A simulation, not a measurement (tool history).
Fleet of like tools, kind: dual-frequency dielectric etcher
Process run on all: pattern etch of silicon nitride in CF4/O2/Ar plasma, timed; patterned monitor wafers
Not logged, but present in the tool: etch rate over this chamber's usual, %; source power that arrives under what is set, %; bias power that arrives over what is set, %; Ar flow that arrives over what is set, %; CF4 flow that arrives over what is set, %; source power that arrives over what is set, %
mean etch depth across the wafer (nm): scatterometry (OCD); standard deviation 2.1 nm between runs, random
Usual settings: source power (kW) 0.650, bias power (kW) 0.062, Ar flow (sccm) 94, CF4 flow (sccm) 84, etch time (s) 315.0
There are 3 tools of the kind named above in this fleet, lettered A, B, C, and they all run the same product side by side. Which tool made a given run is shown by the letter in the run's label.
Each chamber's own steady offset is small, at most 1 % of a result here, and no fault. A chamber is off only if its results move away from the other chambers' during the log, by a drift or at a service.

| run | hour | source power (kW) | bias power (kW) | Ar flow (sccm) | CF4 flow (sccm) | etch time (s) | hours since the last wet clean | hours since the last source power generator calibration | hours since the last bias power generator calibration | hours since the last Ar flow controller change | hours since the last CF4 flow controller change | read-back reference wafer on the same gauge, depth_nm | mean etch depth across the wafer (nm) |
|---|---|---|---|---|---|---|---|---|---|---|---|---|---|
| 1A | 6.7 | 0.650 | 0.062 | 94 | 84 | 315.0 | 88.9 | 592.4 | 965.7 | 1356.8 | 4453.5 | 758.71 | 797.68 |
| 2B | 10.9 | 0.650 | 0.062 | 94 | 84 | 315.0 | 359.1 | 2652.4 | 1810.6 | 1328.5 | 2048.8 | 758.83 | 809.79 |
| 3C | 19.6 | 0.650 | 0.062 | 94 | 84 | 315.0 | 145.8 | 771.8 | 5055.7 | 853.7 | 838.0 | 759.06 | 795.98 |
| 4B | 27.6 | 0.650 | 0.062 | 94 | 84 | 315.0 | 375.8 | 2669.1 | 1827.3 | 1345.2 | 2065.5 | 758.91 | 804.62 |
| 5C | 35.1 | 0.650 | 0.062 | 94 | 84 | 315.0 | 161.3 | 787.3 | 5071.2 | 869.2 | 853.5 | 758.72 | 798.83 |
| 6A | 41.4 | 0.650 | 0.052 | 94 | 84 | 350.0 | 123.6 | 627.1 | 1000.4 | 1391.5 | 4488.2 | 758.89 | 831.76 |
| 7A | 49.7 | 0.650 | 0.052 | 94 | 84 | 350.0 | 131.9 | 635.4 | 1008.7 | 1399.8 | 4496.5 | 758.88 | 828.20 |
| 8B | 56.2 | 0.650 | 0.052 | 94 | 84 | 350.0 | 404.4 | 2697.7 | 1855.9 | 1373.8 | 2094.1 | 758.71 | 834.60 |
| 9C | 60.2 | 0.650 | 0.062 | 94 | 84 | 315.0 | 186.4 | 812.4 | 5096.3 | 894.3 | 878.6 | 758.93 | 795.44 |
| 10C | 66.2 | 0.650 | 0.062 | 94 | 84 | 315.0 | 192.4 | 818.4 | 5102.3 | 900.3 | 884.6 | 758.59 | 797.50 |
| 11A | 74.4 | 0.650 | 0.062 | 94 | 84 | 315.0 | 156.6 | 660.1 | 1033.4 | 1424.5 | 4521.2 | 759.25 | 798.99 |
| 12B | 80.7 | 0.650 | 0.072 | 94 | 84 | 403.0 | 428.9 | 2722.2 | 1880.4 | 1398.3 | 2118.6 | 758.63 | 1094.80 |
| 13B | 88.6 | 0.650 | 0.072 | 94 | 84 | 403.0 | 436.8 | 2730.1 | 1888.3 | 1406.2 | 2126.5 | 759.02 | 1102.60 |
| 14C | 95.2 | 0.650 | 0.072 | 94 | 84 | 403.0 | 221.4 | 847.4 | 5131.3 | 929.3 | 913.6 | 758.73 | 1079.40 |
| 15A | 101.7 | 0.650 | 0.062 | 94 | 84 | 315.0 | 183.9 | 687.4 | 1060.7 | 1451.8 | 4548.5 | 759.26 | 797.33 |
| 16B | 105.9 | 0.650 | 0.062 | 94 | 84 | 315.0 | 454.1 | 2747.4 | 1905.6 | 1423.5 | 2143.8 | 759.30 | 810.83 |
| 17C | 110.5 | 0.650 | 0.062 | 94 | 84 | 315.0 | 236.7 | 862.7 | 5146.6 | 944.6 | 928.9 | 758.85 | 795.91 |
|  | 112.3 | chamber B: CF4 flow controller replaced |
| 18A | 116.8 | 0.650 | 0.062 | 94 | 84 | 315.0 | 199.0 | 702.5 | 1075.8 | 1466.9 | 4563.6 | 758.92 | 797.03 |
| 19C | 121.5 | 0.650 | 0.062 | 94 | 84 | 315.0 | 247.7 | 873.7 | 5157.6 | 955.6 | 939.9 | 758.87 | 795.78 |
| 20B | 129.7 | 0.650 | 0.062 | 94 | 84 | 315.0 | 477.9 | 2771.2 | 1929.4 | 1447.3 | 17.5 | 759.00 | 807.54 |
| 21A | 136.4 | 0.650 | 0.062 | 94 | 84 | 315.0 | 218.6 | 722.1 | 1095.4 | 1486.5 | 4583.2 | 758.84 | 798.58 |
| 22B | 141.7 | 0.650 | 0.062 | 94 | 84 | 315.0 | 489.9 | 2783.2 | 1941.4 | 1459.3 | 29.5 | 758.48 | 805.86 |
| 23A | 147.1 | 0.650 | 0.062 | 94 | 84 | 315.0 | 229.3 | 732.8 | 1106.1 | 1497.2 | 4593.9 | 758.37 | 797.18 |
| 24C | 152.8 | 0.650 | 0.062 | 94 | 84 | 315.0 | 279.0 | 905.0 | 5188.9 | 986.9 | 971.2 | 758.87 | 796.53 |
| 25A | 157.9 | 0.650 | 0.062 | 94 | 84 | 284.5 | 240.1 | 743.6 | 1116.9 | 1508.0 | 4604.7 | 759.05 | 720.76 |
| 26B | 163.5 | 0.650 | 0.062 | 94 | 84 | 284.5 | 511.7 | 2805.0 | 1963.2 | 1481.1 | 51.3 | 758.70 | 723.79 |
| 27C | 171.6 | 0.650 | 0.062 | 94 | 84 | 284.5 | 297.8 | 923.8 | 5207.7 | 1005.7 | 990.0 | 759.61 | 721.29 |

The same settings go to every chamber for the next run, one line per chamber below. Forecast the results for each:
| 28A | 177.8 | 0.650 | 0.062 | 94 | 84 | 315.0 |  |  |  |  |  |  | ? |
| 28B | 177.8 | 0.650 | 0.062 | 94 | 84 | 315.0 |  |  |  |  |  |  | ? |
| 28C | 177.8 | 0.650 | 0.062 | 94 | 84 | 315.0 |  |  |  |  |  |  | ? |

| run | mean etch depth across the wafer (nm) |
|---|---|
| 28A | 797.42 |
| 28B | 802.59 |
| 28C | 795.97 |
